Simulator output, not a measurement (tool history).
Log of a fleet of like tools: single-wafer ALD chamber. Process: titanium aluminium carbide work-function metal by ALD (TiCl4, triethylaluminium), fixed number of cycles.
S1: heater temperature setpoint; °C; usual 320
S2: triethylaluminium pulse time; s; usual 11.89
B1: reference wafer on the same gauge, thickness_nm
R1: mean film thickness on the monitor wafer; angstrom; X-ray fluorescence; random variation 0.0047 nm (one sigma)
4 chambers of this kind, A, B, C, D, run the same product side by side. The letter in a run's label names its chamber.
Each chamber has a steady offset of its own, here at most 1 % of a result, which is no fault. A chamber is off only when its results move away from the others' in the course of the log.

| run | hour | S1 | S2 | B1 | R1 |
|---|---|---|---|---|---|
| 1A | 12.0 | 320 | 11.89 | 1.8099 | 21.991 |
| 2D | 21.5 | 320 | 11.89 | 1.8098 | 22.246 |
|  | 24.8 | chamber D: thermocouple changed; heater temperature recalibrated |
| 3B | 30.0 | 320 | 11.89 | 1.8109 | 22.086 |
| 4C | 39.9 | 320 | 11.89 | 1.8104 | 22.206 |
|  | 49.2 | chamber D: triethylaluminium bottle replaced |
| 5C | 56.1 | 320 | 11.89 | 1.8104 | 22.179 |
| 6D | 67.9 | 320 | 11.89 | 1.8101 | 22.310 |
| 7A | 81.6 | 320 | 11.89 | 1.8109 | 22.077 |
|  | 84.0 | chamber A: triethylaluminium bottle replaced |
| 8B | 92.2 | 320 | 11.89 | 1.8099 | 22.093 |
| 9B | 107.7 | 320 | 11.89 | 1.8110 | 22.064 |
| 10D | 120.6 | 320 | 11.89 | 1.8106 | 22.327 |
| 11A | 128.9 | 320 | 11.89 | 1.8100 | 22.067 |
| 12C | 138.5 | 320 | 11.89 | 1.8095 | 22.137 |
| 13C | 153.6 | 311 | 11.89 | 1.8097 | 21.263 |
| 14B | 160.8 | 311 | 11.89 | 1.8094 | 21.300 |
| 15D | 172.0 | 311 | 11.89 | 1.8095 | 21.455 |
| 16A | 180.6 | 311 | 11.89 | 1.8099 | 21.191 |
| 17C | 196.5 | 320 | 11.89 | 1.8101 | 22.113 |
| 18A | 203.7 | 320 | 11.89 | 1.8091 | 22.048 |
| 19D | 215.7 | 320 | 11.89 | 1.8101 | 22.272 |
| 20B | 229.9 | 320 | 11.89 | 1.8101 | 22.064 |
| 21A | 243.6 | 320 | 7.26 | 1.8099 | 20.531 |
| 22B | 256.3 | 320 | 7.26 | 1.8099 | 20.584 |
| 23D | 271.9 | 320 | 7.26 | 1.8096 | 20.753 |
| 24C | 280.7 | 320 | 7.26 | 1.8097 | 20.269 |
| 25A | 295.2 | 320 | 11.89 | 1.8085 | 22.031 |
| 26C | 304.4 | 320 | 11.89 | 1.8093 | 21.972 |
| 27B | 317.9 | 320 | 7.32 | 1.8107 | 20.792 |
| 28D | 328.5 | 320 | 7.32 | 1.8102 | 20.833 |
| 29B | 344.1 | 320 | 7.32 | 1.8095 | 20.566 |
| 30C | 353.8 | 320 | 7.32 | 1.8092 | 20.168 |
| 31A | 364.5 | 320 | 11.89 | 1.8097 | 22.011 |
| 32D | 378.0 | 320 | 11.89 | 1.8100 | 22.255 |
| 33D | 389.2 | 312 | 8.27 | 1.8095 | 20.691 |
| 34B | 398.3 | 312 | 8.27 | 1.8097 | 20.530 |
| 35A | 405.4 | 312 | 8.27 | 1.8099 | 20.405 |
| 36C | 415.2 | 312 | 8.27 | 1.8095 | 19.960 |
| 37B | 429.4 | 320 | 11.89 | 1.8090 | 22.039 |
| 38C | 441.4 | 320 | 11.89 | 1.8101 | 21.936 |
| 39D | 454.0 | 320 | 11.89 | 1.8098 | 22.268 |
| 40A | 467.6 | 320 | 11.89 | 1.8096 | 21.992 |
| 41B | 477.8 | 320 | 11.89 | 1.8101 | 22.131 |
| 42D | 491.5 | 320 | 11.89 | 1.8105 | 22.281 |
| 43A | 504.1 | 320 | 11.89 | 1.8100 | 21.985 |

Is one chamber off against the others, does the gauge drift, or is nothing wrong? If a chamber is off, say which, and what the likeliest cause is.

Chamber C drifts away from the others.
Cause: triethylaluminium dose below that of a fresh bottle (%) = 18.
The log may not tell that from: wafer temperature below the value expected at the setpoint (K).

Here are 4 candidates for chamber C's next run, each the usual settings with a change, their results left as question marks. Which one brings its results back in line with what the others give on the usual settings?
In line means no further than this from the other chambers' mean on the usual settings: R1 0.180 angstrom
| 44C-1 | 515.8 | 325 | 13.17 |  | ? |
| 44C-2 | 515.8 | 315 | 10.61 |  | ? |
| 44C-3 | 515.8 | 320 | 13.93 |  | ? |
| 44C-4 | 515.8 | 317 | 11.25 |  | ? |

The other chambers' mean on the usual settings: R1 22.141 angstrom
| run | R1 |
|---|---|
| 44C-1 | 22.399 |
| 44C-2 | 20.943 |
| 44C-3 | 22.052 |
| 44C-4 | 21.298 |
44C-3 brings the chamber back in line.
